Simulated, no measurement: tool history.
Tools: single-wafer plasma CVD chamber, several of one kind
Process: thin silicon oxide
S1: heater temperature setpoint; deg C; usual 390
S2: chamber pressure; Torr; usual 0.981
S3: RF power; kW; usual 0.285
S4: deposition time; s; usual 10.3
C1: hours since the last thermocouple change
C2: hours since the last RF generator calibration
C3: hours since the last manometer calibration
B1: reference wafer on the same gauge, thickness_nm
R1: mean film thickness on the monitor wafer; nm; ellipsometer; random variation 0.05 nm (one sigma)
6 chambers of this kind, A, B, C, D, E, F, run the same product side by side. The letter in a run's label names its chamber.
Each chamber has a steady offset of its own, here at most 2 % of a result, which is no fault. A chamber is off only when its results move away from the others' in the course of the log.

Run 1C, day 0.442: usual settings; C1 1356.5; C2 1773.9; C3 224.0; B1 19.302. Result: R1 22.060 nm.
Run 2F, day 0.812: usual settings; C1 574.4; C2 1274.3; C3 1909.0; B1 19.299. Result: R1 22.020 nm.
Run 3B, day 1.121: usual settings; C1 475.9; C2 2437.1; C3 542.4; B1 19.289. Result: R1 22.514 nm.
Run 4D, day 1.538: usual settings; C1 1307.5; C2 1956.2; C3 1271.8; B1 19.299. Result: R1 22.089 nm.
Run 5A, day 1.850: usual settings but S2 0.905 Torr; C1 635.8; C2 1104.6; C3 1653.5; B1 19.299. Result: R1 20.766 nm.
Run 6E, day 2.142: usual settings but S2 0.905 Torr; C1 298.7; C2 907.5; C3 629.2; B1 19.297. Result: R1 20.714 nm.
Run 7A, day 2.438: usual settings but S2 0.905 Torr; C1 649.9; C2 1118.7; C3 1667.6; B1 19.298. Result: R1 20.716 nm.
Run 8E, day 2.683: usual settings but S2 0.905 Torr; C1 311.7; C2 920.5; C3 642.2; B1 19.304. Result: R1 20.645 nm.
Run 9D, day 3.033: usual settings but S2 0.905 Torr; C1 1343.4; C2 1992.1; C3 1307.7; B1 19.290. Result: R1 20.718 nm.
Run 10C, day 3.258: usual settings but S2 0.905 Torr; C1 1424.1; C2 1841.5; C3 291.6; B1 19.304. Result: R1 20.640 nm.
Run 11B, day 3.688: usual settings; C1 537.5; C2 2498.7; C3 604.0; B1 19.296. Result: R1 22.556 nm.
Run 12F, day 4.096: usual settings; C1 653.2; C2 1353.1; C3 1987.8; B1 19.299. Result: R1 21.940 nm.
At day 4.250: chamber B: RF generator calibrated.
Run 13A, day 4.567: usual settings; C1 701.0; C2 1169.8; C3 1718.7; B1 19.300. Result: R1 22.202 nm.
Run 14E, day 4.921: usual settings; C1 365.4; C2 974.2; C3 695.9; B1 19.300. Result: R1 22.274 nm.
Run 15B, day 5.183: usual settings but S3 0.230 kW; C1 573.4; C2 22.5; C3 639.9; B1 19.306. Result: R1 20.480 nm.
Run 16F, day 5.633: usual settings but S3 0.230 kW; C1 690.1; C2 1390.0; C3 2024.7; B1 19.293. Result: R1 19.819 nm.
Run 17C, day 5.933: usual settings but S3 0.230 kW; C1 1488.3; C2 1905.7; C3 355.8; B1 19.310. Result: R1 20.122 nm.
Run 18D, day 6.146: usual settings but S3 0.230 kW; C1 1418.1; C2 2066.8; C3 1382.4; B1 19.310. Result: R1 20.150 nm.
Run 19F, day 6.517: usual settings but S3 0.230 kW; C1 711.3; C2 1411.2; C3 2045.9; B1 19.295. Result: R1 19.836 nm.
Run 20A, day 6.817: usual settings but S3 0.230 kW; C1 755.0; C2 1223.8; C3 1772.7; B1 19.301. Result: R1 20.123 nm.
Run 21E, day 7.288: usual settings; C1 422.2; C2 1031.0; C3 752.7; B1 19.305. Result: R1 22.193 nm.
Run 22B, day 7.733: usual settings; C1 634.6; C2 83.7; C3 701.1; B1 19.302. Result: R1 22.550 nm.
Run 23D, day 8.158: usual settings; C1 1466.4; C2 2115.1; C3 1430.7; B1 19.307. Result: R1 22.103 nm.
Run 24C, day 8.471: usual settings; C1 1549.2; C2 1966.6; C3 416.7; B1 19.297. Result: R1 22.223 nm.
Run 25B, day 8.771: usual settings but S4 11.5 s; C1 659.5; C2 108.6; C3 726.0; B1 19.289. Result: R1 25.179 nm.
Run 26C, day 9.050: usual settings but S4 11.5 s; C1 1563.1; C2 1980.5; C3 430.6; B1 19.306. Result: R1 24.744 nm.
Run 27D, day 9.521: usual settings but S4 11.5 s; C1 1499.1; C2 2147.8; C3 1463.4; B1 19.301. Result: R1 24.776 nm.
Run 28A, day 9.733: usual settings but S4 11.5 s; C1 825.0; C2 1293.8; C3 1842.7; B1 19.309. Result: R1 24.718 nm.
Run 29F, day 10.025: usual settings but S4 11.5 s; C1 795.5; C2 1495.4; C3 2130.1; B1 19.296. Result: R1 24.278 nm.
Run 30E, day 10.488: usual settings but S4 11.5 s; C1 499.0; C2 1107.8; C3 829.5; B1 19.301. Result: R1 24.692 nm.
Run 31D, day 10.908: usual settings; C1 1532.4; C2 2181.1; C3 1496.7; B1 19.292. Result: R1 22.060 nm.
Run 32C, day 11.288: usual settings; C1 1616.8; C2 2034.2; C3 484.3; B1 19.304. Result: R1 22.156 nm.
Run 33F, day 11.625: usual settings; C1 833.9; C2 1533.8; C3 2168.5; B1 19.314. Result: R1 21.774 nm.
Run 34E, day 12.075: usual settings; C1 537.1; C2 1145.9; C3 867.6; B1 19.297. Result: R1 22.157 nm.
Run 35B, day 12.292: usual settings; C1 744.0; C2 193.1; C3 810.5; B1 19.292. Result: R1 22.559 nm.
Run 36A, day 12.700: usual settings; C1 896.2; C2 1365.0; C3 1913.9; B1 19.304. Result: R1 22.207 nm.
Run 37A, day 13.158: usual settings; C1 907.2; C2 1376.0; C3 1924.9; B1 19.301. Result: R1 22.109 nm.
Run 38F, day 13.383: usual settings but S3 0.320 kW; C1 876.1; C2 1576.0; C3 2210.7; B1 19.298. Result: R1 22.681 nm.
Run 39B, day 13.683: usual settings but S3 0.320 kW; C1 777.4; C2 226.5; C3 843.9; B1 19.291. Result: R1 23.684 nm.
Run 40E, day 14.150: usual settings but S3 0.320 kW; C1 586.9; C2 1195.7; C3 917.4; B1 19.302. Result: R1 23.196 nm.
Run 41C, day 14.583: usual settings but S3 0.320 kW; C1 1695.9; C2 2113.3; C3 563.4; B1 19.294. Result: R1 23.316 nm.
At day 14.829: chamber C: RF generator calibrated.
Run 42D, day 15.012: usual settings but S3 0.320 kW; C1 1630.9; C2 2279.6; C3 1595.2; B1 19.297. Result: R1 23.119 nm.
Run 43C, day 15.483: usual settings but S3 0.320 kW; C1 1717.5; C2 15.8; C3 585.0; B1 19.301. Result: R1 23.330 nm.
Run 44E, day 15.742: usual settings; C1 625.1; C2 1233.9; C3 955.6; B1 19.299. Result: R1 22.138 nm.

What goes on in this fleet: one chamber off, a drifting gauge, or nothing beyond the chambers' own small offsets? Name the chamber and the cause, if any.

Chamber F drifts away from the others.
Cause: true pressure below the setpoint (%) = 2.62.
The log may not tell that from: delivered RF power below the setpoint (%).

Here are 4 candidates for chamber F's next run, each the usual settings with a change, their results left as question marks. Which one brings its results back in line with what the others give on the usual settings?
In line means no further than this from the other chambers' mean on the usual settings: R1 0.180 nm
Run 45F-1, day 16.083: usual settings but S4 10.6 s. Result: R1 ?.
Run 45F-2, day 16.083: usual settings but S2 0.969 Torr. Result: R1 ?.
Run 45F-3, day 16.083: usual settings but S2 0.943 Torr. Result: R1 ?.
Run 45F-4, day 16.083: usual settings but S4 10.4 s. Result: R1 ?.

The other chambers' mean on the usual settings: R1 22.227 nm
  run      R1
45F-1  22.177
45F-2  21.321
45F-3  20.819
45F-4  21.760
45F-1 brings the chamber back in line.
